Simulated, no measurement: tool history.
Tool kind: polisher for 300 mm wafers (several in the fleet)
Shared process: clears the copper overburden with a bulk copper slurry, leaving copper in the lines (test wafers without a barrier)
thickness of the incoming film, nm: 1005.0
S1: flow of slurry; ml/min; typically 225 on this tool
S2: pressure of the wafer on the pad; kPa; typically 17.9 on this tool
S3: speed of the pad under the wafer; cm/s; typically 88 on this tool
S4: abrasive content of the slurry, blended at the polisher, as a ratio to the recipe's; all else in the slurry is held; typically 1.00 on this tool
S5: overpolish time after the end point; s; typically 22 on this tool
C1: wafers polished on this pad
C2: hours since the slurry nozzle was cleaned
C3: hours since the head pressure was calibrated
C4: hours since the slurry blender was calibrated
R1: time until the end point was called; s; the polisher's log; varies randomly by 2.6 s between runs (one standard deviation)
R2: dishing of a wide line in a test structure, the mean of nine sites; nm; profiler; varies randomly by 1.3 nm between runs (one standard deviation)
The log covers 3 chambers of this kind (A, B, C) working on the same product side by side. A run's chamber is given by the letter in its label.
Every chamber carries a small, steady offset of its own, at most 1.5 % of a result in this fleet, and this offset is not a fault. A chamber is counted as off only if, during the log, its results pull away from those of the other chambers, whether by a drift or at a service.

-- hour=5.5 chamber B: worn pad replaced by a new one
run 1A hour=7.5 | S1=225 S2=17.9 S3=88 S4=1.00 S5=22 | C1=672 C2=33.1 C3=508.8 C4=161.4 | R1=168.76 R2=70.403
-- hour=9.7 chamber C: slurry nozzle cleaned
-- hour=10.0 chamber C: worn pad replaced by a new one
-- hour=10.0 chamber A: slurry blender recalibrated
run 2B hour=13.5 | S1=225 S2=17.9 S3=88 S4=1.00 S5=22 | C1=77 C2=100.1 C3=445.1 C4=62.1 | R1=166.51 R2=70.619
-- hour=22.4 chamber A: worn pad replaced by a new one
run 3C hour=25.9 | S1=225 S2=17.9 S3=88 S4=1.00 S5=22 | C1=152 C2=16.2 C3=407.0 C4=26.1 | R1=167.70 R2=71.989
run 4C hour=33.8 | S1=225 S2=17.9 S3=88 S4=1.00 S5=22 | C1=228 C2=24.1 C3=414.9 C4=34.0 | R1=166.71 R2=68.862
run 5B hour=39.4 | S1=225 S2=17.9 S3=72 S4=1.00 S5=22 | C1=325 C2=126.0 C3=471.0 C4=88.0 | R1=204.69 R2=62.003
run 6A hour=48.7 | S1=225 S2=17.9 S3=72 S4=1.00 S5=22 | C1=253 C2=74.3 C3=550.0 C4=38.7 | R1=204.91 R2=63.368
run 7A hour=59.3 | S1=225 S2=17.9 S3=72 S4=1.00 S5=22 | C1=354 C2=84.9 C3=560.6 C4=49.3 | R1=204.01 R2=61.794
run 8C hour=69.8 | S1=225 S2=17.9 S3=88 S4=1.00 S5=22 | C1=573 C2=60.1 C3=450.9 C4=70.0 | R1=169.12 R2=68.056
run 9B hour=79.8 | S1=225 S2=17.9 S3=88 S4=1.00 S5=22 | C1=713 C2=166.4 C3=511.4 C4=128.4 | R1=166.18 R2=67.253
-- hour=82.5 chamber C: worn pad replaced by a new one
run 10B hour=88.9 | S1=225 S2=17.9 S3=88 S4=1.00 S5=22 | C1=800 C2=175.5 C3=520.5 C4=137.5 | R1=168.21 R2=68.343
run 11C hour=100.5 | S1=225 S2=17.9 S3=88 S4=1.00 S5=22 | C1=173 C2=90.8 C3=481.6 C4=100.7 | R1=168.21 R2=67.855
run 12A hour=110.0 | S1=225 S2=17.9 S3=88 S4=1.00 S5=22 | C1=840 C2=135.6 C3=611.3 C4=100.0 | R1=163.73 R2=70.404
-- hour=115.0 chamber A: worn pad replaced by a new one
run 13C hour=117.8 | S1=225 S2=17.9 S3=88 S4=1.00 S5=22 | C1=339 C2=108.1 C3=498.9 C4=118.0 | R1=169.31 R2=70.117
run 14A hour=125.5 | S1=225 S2=17.9 S3=88 S4=1.00 S5=22 | C1=100 C2=151.1 C3=626.8 C4=115.5 | R1=167.81 R2=68.157
run 15B hour=133.8 | S1=225 S2=17.9 S3=88 S4=1.00 S5=22 | C1=1230 C2=220.4 C3=565.4 C4=182.4 | R1=170.44 R2=67.656
-- hour=142.9 chamber C: worn pad replaced by a new one
run 16C hour=143.7 | S1=225 S2=17.9 S3=88 S4=1.00 S5=22 | C1=8 C2=134.0 C3=524.8 C4=143.9 | R1=168.29 R2=67.890
-- hour=145.6 chamber B: worn pad replaced by a new one
run 17A hour=151.7 | S1=225 S2=17.9 S3=88 S4=1.00 S5=22 | C1=352 C2=177.3 C3=653.0 C4=141.7 | R1=170.52 R2=68.383
-- hour=152.9 chamber A: slurry blender recalibrated
run 18B hour=158.5 | S1=225 S2=17.9 S3=88 S4=1.00 S5=22 | C1=123 C2=245.1 C3=590.1 C4=207.1 | R1=167.06 R2=68.447
run 19C hour=166.2 | S1=225 S2=17.9 S3=88 S4=1.00 S5=22 | C1=223 C2=156.5 C3=547.3 C4=166.4 | R1=165.33 R2=70.879
run 20A hour=177.4 | S1=225 S2=17.9 S3=88 S4=1.00 S5=22 | C1=598 C2=203.0 C3=678.7 C4=24.6 | R1=167.45 R2=70.668
run 21B hour=183.5 | S1=225 S2=15.9 S3=88 S4=1.00 S5=22 | C1=363 C2=270.1 C3=615.1 C4=232.1 | R1=191.56 R2=61.723
run 22C hour=193.5 | S1=225 S2=15.9 S3=88 S4=1.00 S5=22 | C1=485 C2=183.8 C3=574.6 C4=193.7 | R1=188.28 R2=62.058
run 23B hour=205.7 | S1=225 S2=15.9 S3=88 S4=1.00 S5=22 | C1=576 C2=292.3 C3=637.3 C4=254.3 | R1=188.73 R2=64.343
-- hour=212.8 chamber A: worn pad replaced by a new one
run 24A hour=213.3 | S1=225 S2=17.9 S3=88 S4=1.00 S5=22 | C1=5 C2=238.9 C3=714.6 C4=60.5 | R1=167.59 R2=69.223
-- hour=218.7 chamber C: worn pad replaced by a new one
run 25A hour=225.6 | S1=225 S2=17.9 S3=88 S4=1.00 S5=22 | C1=123 C2=251.2 C3=726.9 C4=72.8 | R1=166.25 R2=68.626
run 26B hour=232.9 | S1=225 S2=17.9 S3=88 S4=1.00 S5=22 | C1=837 C2=319.5 C3=664.5 C4=281.5 | R1=163.14 R2=70.250
run 27C hour=242.2 | S1=225 S2=17.9 S3=88 S4=1.00 S5=22 | C1=226 C2=232.5 C3=623.3 C4=242.4 | R1=165.86 R2=70.816
run 28A hour=248.8 | S1=225 S2=17.9 S3=88 S4=1.00 S5=22 | C1=345 C2=274.4 C3=750.1 C4=96.0 | R1=170.24 R2=68.755
-- hour=251.3 chamber B: head pressure recalibrated
run 29B hour=257.5 | S1=225 S2=17.9 S3=88 S4=1.00 S5=22 | C1=1073 C2=344.1 C3=6.3 C4=306.1 | R1=167.32 R2=71.582
run 30C hour=266.1 | S1=225 S2=17.9 S3=88 S4=1.00 S5=22 | C1=455 C2=256.4 C3=647.2 C4=266.3 | R1=170.91 R2=70.175
-- hour=267.5 chamber B: worn pad replaced by a new one
-- hour=271.2 chamber C: head pressure recalibrated
run 31C hour=273.4 | S1=225 S2=17.9 S3=88 S4=1.00 S5=22 | C1=525 C2=263.7 C3=2.2 C4=273.6 | R1=165.59 R2=69.872
-- hour=277.7 chamber C: slurry blender recalibrated
run 32B hour=280.0 | S1=225 S2=17.9 S3=88 S4=0.85 S5=10 | C1=120 C2=366.6 C3=28.8 C4=328.6 | R1=174.16 R2=39.709
-- hour=281.1 chamber C: worn pad replaced by a new one
-- hour=286.8 chamber A: worn pad replaced by a new one
run 33A hour=289.2 | S1=225 S2=17.9 S3=88 S4=0.85 S5=10 | C1=23 C2=314.8 C3=790.5 C4=136.4 | R1=171.69 R2=39.325
run 34B hour=300.1 | S1=225 S2=17.9 S3=88 S4=0.85 S5=10 | C1=313 C2=386.7 C3=48.9 C4=348.7 | R1=174.88 R2=38.413
run 35A hour=311.2 | S1=225 S2=17.9 S3=76 S4=1.00 S5=22 | C1=234 C2=336.8 C3=812.5 C4=158.4 | R1=190.88 R2=64.600
-- hour=319.2 chamber A: slurry blender recalibrated
run 36C hour=320.5 | S1=225 S2=17.9 S3=76 S4=1.00 S5=22 | C1=378 C2=310.8 C3=49.3 C4=42.8 | R1=198.56 R2=62.777
run 37B hour=333.2 | S1=225 S2=17.9 S3=76 S4=1.00 S5=22 | C1=630 C2=419.8 C3=82.0 C4=381.8 | R1=194.33 R2=62.208
run 38A hour=344.8 | S1=225 S2=17.9 S3=88 S4=1.00 S5=22 | C1=556 C2=370.4 C3=846.1 C4=25.7 | R1=167.46 R2=67.268

All chambers now run identical settings, listed one chamber a line with results as question marks. What results will each chamber show?
run 39A hour=353.9 | S1=225 S2=17.9 S3=88 S4=0.85 S5=22 | R1=? R2=?
run 39B hour=353.9 | S1=225 S2=17.9 S3=88 S4=0.85 S5=22 | R1=? R2=?
run 39C hour=353.9 | S1=225 S2=17.9 S3=88 S4=0.85 S5=22 | R1=? R2=?

run=39A R1=175.95 R2=67.926
run=39B R1=175.73 R2=66.099
run=39C R1=175.55 R2=67.239
